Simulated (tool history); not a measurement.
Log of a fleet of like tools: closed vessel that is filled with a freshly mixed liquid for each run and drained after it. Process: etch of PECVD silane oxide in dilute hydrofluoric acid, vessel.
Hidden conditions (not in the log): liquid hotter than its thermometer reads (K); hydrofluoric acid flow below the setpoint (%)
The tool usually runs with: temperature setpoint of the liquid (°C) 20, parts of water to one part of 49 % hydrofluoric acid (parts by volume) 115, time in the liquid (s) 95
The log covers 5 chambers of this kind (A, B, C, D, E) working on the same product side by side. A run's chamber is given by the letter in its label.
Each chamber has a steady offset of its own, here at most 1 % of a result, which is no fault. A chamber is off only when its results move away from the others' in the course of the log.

run   hour  temperature setpoint of the liquid (°C)  parts of water to one part of 49 % hydrofluoric acid (parts by volume)  time in the liquid (s)  hours since the thermometer was replaced  hours since the hydrofluoric acid flow meter was replaced  read-back film thickness of the PECVD silane oxide reference wafer, read on the same gauge (nm)  thickness taken off the PECVD silane oxide on a monitor wafer (angstrom)
 1D    8.6                                       20                                                                     115                      95                                     180.2                                                      213.6                                                                                           40.011                                                                   132.940
 2B   22.0                                       20                                                                     115                      95                                     481.9                                                      401.8                                                                                           39.982                                                                   133.130
 3E   28.9                                       20                                                                     115                      95                                     392.6                                                      214.2                                                                                           39.993                                                                   135.830
 4A   39.9                                       20                                                                     115                      95                                    2007.9                                                     1118.3                                                                                           39.982                                                                   134.880
 5C   50.7                                       20                                                                     115                      95                                     644.0                                                      435.0                                                                                           39.995                                                                   136.040
 6E   57.0                                       20                                                                     115                      95                                     420.7                                                      242.3                                                                                           39.993                                                                   136.930
 7A   64.5                                       20                                                                     115                      95                                    2032.5                                                     1142.9                                                                                           39.987                                                                   132.600
 8B   72.5                                       20                                                                     115                      95                                     532.4                                                      452.3                                                                                           39.999                                                                   136.020
      76.6  -- chamber C: thermometer replaced
 9C   80.0                                       23                                                                     115                      45                                       3.5                                                      464.3                                                                                           40.020                                                                    69.902
10D   93.1                                       23                                                                     115                      45                                     264.7                                                      298.1                                                                                           40.010                                                                    71.421
11C  100.0                                       23                                                                     115                      45                                      23.5                                                      484.3                                                                                           39.977                                                                    71.281
12A  110.8                                       23                                                                     115                      45                                    2078.8                                                     1189.2                                                                                           40.009                                                                    72.246
     118.0  -- chamber B: hydrofluoric acid flow meter replaced
13D  124.9                                       23                                                                     115                      45                                     296.5                                                      329.9                                                                                           39.998                                                                    71.288
14E  133.1                                       20                                                                     115                      95                                     496.8                                                      318.4                                                                                           39.988                                                                   139.110
15B  142.6                                       20                                                                     115                      95                                     602.5                                                       24.6                                                                                           40.002                                                                   132.810
16E  152.4                                       20                                                                     145                      95                                     516.1                                                      337.7                                                                                           39.969                                                                   106.320
17D  161.9                                       20                                                                     145                      95                                     333.5                                                      366.9                                                                                           40.009                                                                   102.450
18C  175.4                                       20                                                                     145                      95                                      98.9                                                      559.7                                                                                           39.992                                                                   101.560
19B  185.4                                       20                                                                     145                      95                                     645.3                                                       67.4                                                                                           39.978                                                                   103.600
20A  195.5                                       20                                                                     145                      95                                    2163.5                                                     1273.9                                                                                           39.990                                                                   101.130
21E  201.5                                       20                                                                      70                      60                                     565.2                                                      386.8                                                                                           40.006                                                                   152.560
22D  214.0                                       20                                                                      70                      60                                     385.6                                                      419.0                                                                                           40.013                                                                   147.570
23C  227.0                                       20                                                                      70                      60                                     150.5                                                      611.3                                                                                           39.993                                                                   146.230
24A  238.3                                       20                                                                      70                      60                                    2206.3                                                     1316.7                                                                                           40.010                                                                   146.660
25B  247.6                                       20                                                                      70                      60                                     707.5                                                      129.6                                                                                           40.018                                                                   145.220
26C  260.8                                       20                                                                      65                      45                                     184.3                                                      645.1                                                                                           40.027                                                                   119.380
27A  274.6                                       20                                                                      65                      45                                    2242.6                                                     1353.0                                                                                           40.017                                                                   118.640
28E  285.9                                       20                                                                      65                      45                                     649.6                                                      471.2                                                                                           39.993                                                                   125.970
     298.5  -- chamber E: hydrofluoric acid flow meter replaced
29B  299.1                                       20                                                                      65                      45                                     759.0                                                      181.1                                                                                           39.995                                                                   118.070
30D  311.9                                       20                                                                      65                      45                                     483.5                                                      516.9                                                                                           40.006                                                                   118.950
31E  322.0                                       20                                                                     115                      95                                     685.7                                                       23.5                                                                                           40.004                                                                   147.630
32D  331.7                                       20                                                                     115                      95                                     503.3                                                      536.7                                                                                           40.009                                                                   133.810
33C  342.8                                       20                                                                     115                      95                                     266.3                                                      727.1                                                                                           40.001                                                                   132.500
34A  349.1                                       20                                                                     115                      95                                    2317.1                                                     1427.5                                                                                           39.991                                                                   136.530

Predict what each chamber gives when all 5 of them run the settings below next.
35A  359.2                                       20                                                                     115                      95                                                                                                                                                                                                                                                                               ?
35B  359.2                                       20                                                                     115                      95                                                                                                                                                                                                                                                                               ?
35C  359.2                                       20                                                                     115                      95                                                                                                                                                                                                                                                                               ?
35D  359.2                                       20                                                                     115                      95                                                                                                                                                                                                                                                                               ?
35E  359.2                                       20                                                                     115                      95                                                                                                                                                                                                                                                                               ?

run  thickness taken off the PECVD silane oxide on a monitor wafer (angstrom)
35A                                                                   133.920
35B                                                                   134.660
35C                                                                   131.990
35D                                                                   133.030
35E                                                                   149.640
